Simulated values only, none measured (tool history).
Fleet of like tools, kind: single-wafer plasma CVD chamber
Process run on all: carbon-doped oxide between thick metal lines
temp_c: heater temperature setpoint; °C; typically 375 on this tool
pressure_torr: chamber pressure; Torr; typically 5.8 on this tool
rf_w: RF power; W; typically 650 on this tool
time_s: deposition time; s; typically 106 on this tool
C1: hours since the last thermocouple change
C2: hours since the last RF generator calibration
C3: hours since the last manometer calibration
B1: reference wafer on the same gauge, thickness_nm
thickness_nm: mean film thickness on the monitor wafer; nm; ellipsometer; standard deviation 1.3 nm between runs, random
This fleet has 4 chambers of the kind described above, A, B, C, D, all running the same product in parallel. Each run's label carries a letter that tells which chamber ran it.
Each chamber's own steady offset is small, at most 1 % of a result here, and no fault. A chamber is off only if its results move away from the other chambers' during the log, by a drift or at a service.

{"hour": 3.9, "done": "chamber A: capacitance manometer re-zeroed and calibrated"}
{"run": "1C", "hour": 6.4, "temp_c": 375, "pressure_torr": 5.8, "rf_w": 650, "time_s": 106, "C1": 1608.9, "C2": 167.3, "C3": 542.5, "B1": 654.1, "thickness_nm": 605.56}
{"hour": 18.1, "done": "chamber C: thermocouple changed; heater temperature recalibrated"}
{"run": "2A", "hour": 18.1, "temp_c": 375, "pressure_torr": 5.8, "rf_w": 650, "time_s": 106, "C1": 835.7, "C2": 512.6, "C3": 14.2, "B1": 653.86, "thickness_nm": 607.24}
{"run": "3B", "hour": 27.3, "temp_c": 375, "pressure_torr": 5.8, "rf_w": 650, "time_s": 106, "C1": 1561.1, "C2": 495.1, "C3": 1413.6, "B1": 654.1, "thickness_nm": 604.25}
{"run": "4D", "hour": 39.5, "temp_c": 375, "pressure_torr": 5.8, "rf_w": 650, "time_s": 106, "C1": 394.4, "C2": 1192, "C3": 2399.5, "B1": 653.96, "thickness_nm": 612.03}
{"run": "5A", "hour": 51.9, "temp_c": 375, "pressure_torr": 5.8, "rf_w": 650, "time_s": 106, "C1": 869.5, "C2": 546.4, "C3": 48, "B1": 654.11, "thickness_nm": 608.5}
{"run": "6B", "hour": 59.5, "temp_c": 375, "pressure_torr": 5.8, "rf_w": 650, "time_s": 106, "C1": 1593.3, "C2": 527.3, "C3": 1445.8, "B1": 653.97, "thickness_nm": 605.62}
{"run": "7D", "hour": 68.0, "temp_c": 375, "pressure_torr": 5.8, "rf_w": 650, "time_s": 106, "C1": 422.9, "C2": 1220.5, "C3": 2428, "B1": 654.03, "thickness_nm": 607.06}
{"run": "8C", "hour": 75.8, "temp_c": 375, "pressure_torr": 5.8, "rf_w": 540, "time_s": 106, "C1": 57.8, "C2": 236.7, "C3": 611.9, "B1": 654.07, "thickness_nm": 541.14}
{"run": "9B", "hour": 85.9, "temp_c": 375, "pressure_torr": 5.8, "rf_w": 540, "time_s": 106, "C1": 1619.7, "C2": 553.7, "C3": 1472.2, "B1": 654.46, "thickness_nm": 540.9}
{"run": "10D", "hour": 96.9, "temp_c": 375, "pressure_torr": 5.8, "rf_w": 540, "time_s": 106, "C1": 451.8, "C2": 1249.4, "C3": 2456.9, "B1": 653.96, "thickness_nm": 544.81}
{"run": "11A", "hour": 103.1, "temp_c": 375, "pressure_torr": 5.8, "rf_w": 540, "time_s": 106, "C1": 920.7, "C2": 597.6, "C3": 99.2, "B1": 654.17, "thickness_nm": 537.55}
{"run": "12C", "hour": 109.5, "temp_c": 375, "pressure_torr": 5.8, "rf_w": 650, "time_s": 106, "C1": 91.5, "C2": 270.4, "C3": 645.6, "B1": 653.98, "thickness_nm": 605.67}
{"run": "13B", "hour": 119.1, "temp_c": 375, "pressure_torr": 5.8, "rf_w": 650, "time_s": 114, "C1": 1652.9, "C2": 586.9, "C3": 1505.4, "B1": 653.94, "thickness_nm": 651.79}
{"run": "14A", "hour": 128.4, "temp_c": 375, "pressure_torr": 5.8, "rf_w": 650, "time_s": 114, "C1": 946, "C2": 622.9, "C3": 124.5, "B1": 654.14, "thickness_nm": 645.43}
{"run": "15C", "hour": 141.0, "temp_c": 375, "pressure_torr": 5.8, "rf_w": 650, "time_s": 114, "C1": 123, "C2": 301.9, "C3": 677.1, "B1": 654, "thickness_nm": 650.94}
{"run": "16D", "hour": 149.9, "temp_c": 375, "pressure_torr": 5.8, "rf_w": 650, "time_s": 114, "C1": 504.8, "C2": 1302.4, "C3": 2509.9, "B1": 653.88, "thickness_nm": 653.47}
{"run": "17D", "hour": 158.1, "temp_c": 375, "pressure_torr": 5.8, "rf_w": 650, "time_s": 106, "C1": 513, "C2": 1310.6, "C3": 2518.1, "B1": 654.19, "thickness_nm": 611.33}
{"run": "18B", "hour": 170.1, "temp_c": 375, "pressure_torr": 5.8, "rf_w": 650, "time_s": 106, "C1": 1703.9, "C2": 637.9, "C3": 1556.4, "B1": 653.9, "thickness_nm": 605.17}
{"run": "19A", "hour": 181.2, "temp_c": 375, "pressure_torr": 5.8, "rf_w": 650, "time_s": 106, "C1": 998.8, "C2": 675.7, "C3": 177.3, "B1": 654.13, "thickness_nm": 596.95}
{"run": "20C", "hour": 190.3, "temp_c": 375, "pressure_torr": 5.8, "rf_w": 650, "time_s": 106, "C1": 172.3, "C2": 351.2, "C3": 726.4, "B1": 654.05, "thickness_nm": 601.73}
{"run": "21B", "hour": 201.2, "temp_c": 375, "pressure_torr": 5.23, "rf_w": 775, "time_s": 106, "C1": 1735, "C2": 669, "C3": 1587.5, "B1": 654.26, "thickness_nm": 661.24}
{"run": "22C", "hour": 209.5, "temp_c": 375, "pressure_torr": 5.23, "rf_w": 775, "time_s": 106, "C1": 191.5, "C2": 370.4, "C3": 745.6, "B1": 654.24, "thickness_nm": 660.62}
{"run": "23D", "hour": 219.7, "temp_c": 375, "pressure_torr": 5.23, "rf_w": 775, "time_s": 106, "C1": 574.6, "C2": 1372.2, "C3": 2579.7, "B1": 653.61, "thickness_nm": 667.71}
{"run": "24A", "hour": 226.0, "temp_c": 375, "pressure_torr": 5.23, "rf_w": 775, "time_s": 106, "C1": 1043.6, "C2": 720.5, "C3": 222.1, "B1": 654.13, "thickness_nm": 649.28}
{"run": "25D", "hour": 237.2, "temp_c": 375, "pressure_torr": 5.8, "rf_w": 650, "time_s": 106, "C1": 592.1, "C2": 1389.7, "C3": 2597.2, "B1": 653.74, "thickness_nm": 610.41}
{"run": "26C", "hour": 244.0, "temp_c": 375, "pressure_torr": 5.8, "rf_w": 650, "time_s": 106, "C1": 226, "C2": 404.9, "C3": 780.1, "B1": 653.92, "thickness_nm": 605.84}
{"run": "27A", "hour": 252.7, "temp_c": 375, "pressure_torr": 5.8, "rf_w": 650, "time_s": 106, "C1": 1070.3, "C2": 747.2, "C3": 248.8, "B1": 653.6, "thickness_nm": 592.12}

Predict what each chamber gives when all 4 of them run the settings below next.
{"run": "28A", "hour": 262.0, "temp_c": 375, "pressure_torr": 5.8, "rf_w": 650, "time_s": 106, "thickness_nm": "?"}
{"run": "28B", "hour": 262.0, "temp_c": 375, "pressure_torr": 5.8, "rf_w": 650, "time_s": 106, "thickness_nm": "?"}
{"run": "28C", "hour": 262.0, "temp_c": 375, "pressure_torr": 5.8, "rf_w": 650, "time_s": 106, "thickness_nm": "?"}
{"run": "28D", "hour": 262.0, "temp_c": 375, "pressure_torr": 5.8, "rf_w": 650, "time_s": 106, "thickness_nm": "?"}

run=28A thickness_nm=591.54
run=28B thickness_nm=604.08
run=28C thickness_nm=605.29
run=28D thickness_nm=608.08

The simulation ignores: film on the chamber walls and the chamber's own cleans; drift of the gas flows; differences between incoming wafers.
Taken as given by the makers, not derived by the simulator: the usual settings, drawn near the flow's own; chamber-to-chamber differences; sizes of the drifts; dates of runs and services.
